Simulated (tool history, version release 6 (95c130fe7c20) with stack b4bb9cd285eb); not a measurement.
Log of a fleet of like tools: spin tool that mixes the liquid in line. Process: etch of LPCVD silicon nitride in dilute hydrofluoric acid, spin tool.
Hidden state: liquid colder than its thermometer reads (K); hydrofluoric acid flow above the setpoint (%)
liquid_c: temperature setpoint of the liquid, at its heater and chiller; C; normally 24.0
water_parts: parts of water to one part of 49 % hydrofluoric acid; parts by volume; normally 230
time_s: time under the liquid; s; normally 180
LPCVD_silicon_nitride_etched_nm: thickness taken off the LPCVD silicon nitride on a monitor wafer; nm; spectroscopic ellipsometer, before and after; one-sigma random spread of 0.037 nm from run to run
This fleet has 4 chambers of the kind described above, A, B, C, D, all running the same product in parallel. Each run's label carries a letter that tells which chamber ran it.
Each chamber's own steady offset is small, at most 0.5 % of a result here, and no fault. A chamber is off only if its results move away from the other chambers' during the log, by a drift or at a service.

run   hour  liquid_c  water_parts  time_s  hours since the thermometer was replaced  hours since the hydrofluoric acid flow meter was replaced  read-back film thickness of the LPCVD silicon nitride reference wafer, read on the same gauge (nm)  LPCVD_silicon_nitride_etched_nm
 1A   14.3      24.0          230     180                                     933.7                                                     2013.0                                                                                              80.004                          0.33842
 2B   29.0      24.0          230     180                                    1260.2                                                      417.3                                                                                              79.987                          0.35459
 3D   40.4      24.0          230     180                                    2229.6                                                      554.3                                                                                              79.987                          0.40301
 4C   54.8      24.0          230     180                                     688.6                                                     1621.7                                                                                              79.997                          0.44899
 5D   63.3      24.0          230     180                                    2252.5                                                      577.2                                                                                              80.021                          0.37407
 6B   70.4      24.0          230     180                                    1301.6                                                      458.7                                                                                              80.011                          0.43995
 7C   78.8      24.0          230     180                                     712.6                                                     1645.7                                                                                              79.999                          0.36087
      80.5  -- chamber D: thermometer replaced
 8A   95.0      19.5          140     180                                    1014.4                                                     2093.7                                                                                              79.983                          0.49196
      95.4  -- chamber A: hydrofluoric acid flow meter replaced
 9C  102.0      19.5          140     180                                     735.8                                                     1668.9                                                                                              79.998                          0.45268
10D  116.0      19.5          140     180                                      35.5                                                      629.9                                                                                              80.002                          0.38375
11B  128.7      19.5          140     180                                    1359.9                                                      517.0                                                                                              80.006                          0.52615
12A  141.2      24.0          230     180                                    1060.6                                                       45.9                                                                                              79.993                          0.39769
13B  156.5      24.0          230     180                                    1387.7                                                      544.8                                                                                              80.008                          0.39524
14C  166.0      24.0          230     180                                     799.8                                                     1732.9                                                                                              80.034                          0.43198
15D  181.9      24.0          230     180                                     101.4                                                      695.8                                                                                              79.960                          0.39483
16A  189.5      24.0          230     180                                    1108.9                                                       94.2                                                                                              79.952                          0.38598
17C  204.1      24.0          230     180                                     837.9                                                     1771.0                                                                                              79.992                          0.38220
18B  213.8      24.0          230     180                                    1445.0                                                      602.1                                                                                              80.014                          0.44978
19D  228.1      24.0          230     180                                     147.6                                                      742.0                                                                                              80.052                          0.46456
20A  238.5      24.0          230     180                                    1157.9                                                      143.2                                                                                              80.018                          0.42625
21B  253.5      19.5          230     180                                    1484.7                                                      641.8                                                                                              79.955                          0.31575
22D  269.1      19.5          230     180                                     188.6                                                      783.0                                                                                              80.023                          0.29464
23A  277.3      19.5          230     180                                    1196.7                                                      182.0                                                                                              80.000                          0.27583
24C  284.4      19.5          230     180                                     918.2                                                     1851.3                                                                                              79.951                          0.34855
25D  296.4      24.0          120     180                                     215.9                                                      810.3                                                                                              80.007                          0.71712
26A  308.6      24.0          120     180                                    1228.0                                                      213.3                                                                                              80.049                          0.58051
27B  316.1      24.0          120     180                                    1547.3                                                      704.4                                                                                              79.978                          0.78044
28C  330.4      24.0          120     180                                     964.2                                                     1897.3                                                                                              80.003                          0.77040
29A  343.7      24.0          230     180                                    1263.1                                                      248.4                                                                                              80.022                          0.32858
30C  357.1      24.0          230     180                                     990.9                                                     1924.0                                                                                              80.015                          0.38908
31D  372.4      24.0          230     180                                     291.9                                                      886.3                                                                                              79.973                          0.43276
32B  385.5      24.0          230     180                                    1616.7                                                      773.8                                                                                              80.012                          0.36206
33B  396.5      24.0          230     180                                    1627.7                                                      784.8                                                                                              79.988                          0.43812
34D  403.8      28.0          230     110                                     323.3                                                      917.7                                                                                              80.040                          0.31414
35C  412.6      28.0          230     110                                    1046.4                                                     1979.5                                                                                              79.997                          0.34149
36A  421.3      28.0          230     110                                    1340.7                                                      326.0                                                                                              80.015                          0.30049
37A  434.0      28.0          230     110                                    1353.4                                                      338.7                                                                                              79.984                          0.27615
38D  444.7      28.0          230     215                                     364.2                                                      958.6                                                                                              79.964                          0.69084
39B  455.6      28.0          230     215                                    1686.8                                                      843.9                                                                                              80.013                          0.64589

All chambers now run identical settings, listed one chamber a line with results as question marks. What results will each chamber show?
40A  467.2      28.0          230     180                                                                                                                                                                                                                                         ?
40B  467.2      28.0          230     180                                                                                                                                                                                                                                         ?
40C  467.2      28.0          230     180                                                                                                                                                                                                                                         ?
40D  467.2      28.0          230     180                                                                                                                                                                                                                                         ?

run  LPCVD_silicon_nitride_etched_nm
40A                          0.51912
40B                          0.46236
40C                          0.62345
40D                          0.60668

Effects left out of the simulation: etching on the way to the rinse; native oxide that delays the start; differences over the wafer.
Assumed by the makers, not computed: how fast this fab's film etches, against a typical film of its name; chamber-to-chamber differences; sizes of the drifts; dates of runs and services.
